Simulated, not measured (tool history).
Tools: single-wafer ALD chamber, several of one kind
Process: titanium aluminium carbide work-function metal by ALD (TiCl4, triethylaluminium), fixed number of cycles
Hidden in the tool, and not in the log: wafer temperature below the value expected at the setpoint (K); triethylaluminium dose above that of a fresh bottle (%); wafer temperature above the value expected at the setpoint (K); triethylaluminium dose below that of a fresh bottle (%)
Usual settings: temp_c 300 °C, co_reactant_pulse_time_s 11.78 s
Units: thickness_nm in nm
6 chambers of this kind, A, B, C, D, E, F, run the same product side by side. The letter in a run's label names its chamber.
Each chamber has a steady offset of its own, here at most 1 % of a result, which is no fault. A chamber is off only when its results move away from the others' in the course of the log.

| run | hour | temp_c | co_reactant_pulse_time_s | hours since the last thermocouple change | hours since the last triethylaluminium bottle change | read-back reference wafer on the same gauge, thickness_nm | thickness_nm |
|---|---|---|---|---|---|---|---|
| 1C | 9.9 | 300 | 11.78 | 1015.1 | 813.0 | 1.8490 | 2.0358 |
| 2E | 16.4 | 300 | 11.78 | 870.1 | 808.1 | 1.8502 | 2.0230 |
| 3B | 23.3 | 300 | 11.78 | 610.1 | 440.0 | 1.8506 | 2.0300 |
| 4D | 33.6 | 300 | 11.78 | 633.5 | 554.6 | 1.8491 | 2.0133 |
| 5F | 45.4 | 300 | 11.78 | 94.3 | 523.6 | 1.8500 | 2.0367 |
|  | 55.5 | chamber C: thermocouple changed; heater temperature recalibrated |
| 6A | 57.0 | 300 | 11.78 | 825.7 | 111.2 | 1.8477 | 2.0298 |
| 7D | 70.6 | 300 | 11.78 | 670.5 | 591.6 | 1.8509 | 2.0149 |
| 8B | 77.6 | 300 | 11.78 | 664.4 | 494.3 | 1.8494 | 2.0173 |
| 9F | 86.9 | 300 | 11.78 | 135.8 | 565.1 | 1.8510 | 2.0467 |
| 10E | 100.1 | 289 | 11.78 | 953.8 | 891.8 | 1.8488 | 1.9180 |
| 11A | 107.4 | 289 | 11.78 | 876.1 | 161.6 | 1.8497 | 1.9426 |
| 12C | 118.5 | 289 | 11.78 | 63.1 | 921.6 | 1.8501 | 1.9283 |
| 13E | 128.0 | 289 | 11.78 | 981.7 | 919.7 | 1.8516 | 1.9240 |
| 14F | 139.1 | 289 | 11.78 | 188.0 | 617.3 | 1.8531 | 1.9398 |
| 15D | 147.9 | 289 | 11.78 | 747.8 | 668.9 | 1.8496 | 1.9056 |
| 16B | 160.2 | 300 | 11.78 | 747.0 | 576.9 | 1.8501 | 2.0261 |
| 17A | 170.6 | 300 | 11.78 | 939.3 | 224.8 | 1.8511 | 2.0186 |
|  | 175.1 | chamber F: triethylaluminium bottle replaced |
| 18C | 178.2 | 300 | 11.78 | 122.8 | 981.3 | 1.8512 | 2.0319 |
| 19A | 186.4 | 286 | 9.40 | 955.1 | 240.6 | 1.8516 | 1.8609 |
| 20D | 193.2 | 286 | 9.40 | 793.1 | 714.2 | 1.8497 | 1.8405 |
|  | 201.3 | chamber D: triethylaluminium bottle replaced |
| 21C | 205.5 | 286 | 9.40 | 150.1 | 1008.6 | 1.8503 | 1.8671 |
| 22F | 218.9 | 286 | 9.40 | 267.8 | 43.8 | 1.8492 | 1.8885 |
| 23E | 234.0 | 286 | 9.40 | 1087.7 | 1025.7 | 1.8499 | 1.8547 |
| 24B | 241.5 | 286 | 9.40 | 828.3 | 658.2 | 1.8502 | 1.8436 |
| 25F | 249.4 | 300 | 11.78 | 298.3 | 74.3 | 1.8479 | 2.0350 |
| 26C | 263.6 | 300 | 11.78 | 208.2 | 1066.7 | 1.8497 | 2.0318 |
| 27B | 270.4 | 300 | 11.78 | 857.2 | 687.1 | 1.8507 | 2.0035 |
| 28A | 281.0 | 300 | 11.78 | 1049.7 | 335.2 | 1.8502 | 2.0393 |
| 29E | 292.5 | 300 | 11.78 | 1146.2 | 1084.2 | 1.8501 | 2.0146 |
| 30D | 307.6 | 300 | 11.78 | 907.5 | 106.3 | 1.8503 | 2.0204 |
| 31B | 318.8 | 300 | 11.78 | 905.6 | 735.5 | 1.8499 | 2.0169 |
| 32E | 331.8 | 300 | 11.78 | 1185.5 | 1123.5 | 1.8492 | 2.0310 |
| 33C | 347.0 | 300 | 11.78 | 291.6 | 1150.1 | 1.8487 | 2.0353 |
| 34A | 354.6 | 300 | 11.78 | 1123.3 | 408.8 | 1.8499 | 2.0216 |
| 35D | 368.0 | 311 | 9.01 | 967.9 | 166.7 | 1.8492 | 2.0452 |
| 36F | 379.0 | 311 | 9.01 | 427.9 | 203.9 | 1.8505 | 2.0742 |
| 37D | 393.3 | 311 | 9.01 | 993.2 | 192.0 | 1.8504 | 2.0625 |
| 38A | 405.8 | 311 | 9.01 | 1174.5 | 460.0 | 1.8512 | 2.0795 |
| 39B | 419.4 | 311 | 9.01 | 1006.2 | 836.1 | 1.8480 | 2.0605 |
| 40E | 427.5 | 311 | 9.01 | 1281.2 | 1219.2 | 1.8476 | 2.0667 |
| 41C | 439.3 | 300 | 11.78 | 383.9 | 1242.4 | 1.8503 | 2.0272 |

Next, every chamber runs the same settings. What will each give?
| 42A | 450.2 | 300 | 11.78 |  |  |  | ? |
| 42B | 450.2 | 300 | 11.78 |  |  |  | ? |
| 42C | 450.2 | 300 | 11.78 |  |  |  | ? |
| 42D | 450.2 | 300 | 11.78 |  |  |  | ? |
| 42E | 450.2 | 300 | 11.78 |  |  |  | ? |
| 42F | 450.2 | 300 | 11.78 |  |  |  | ? |

| run | thickness_nm |
|---|---|
| 42A | 2.0361 |
| 42B | 2.0127 |
| 42C | 2.0394 |
| 42D | 2.0177 |
| 42E | 2.0087 |
| 42F | 2.0344 |
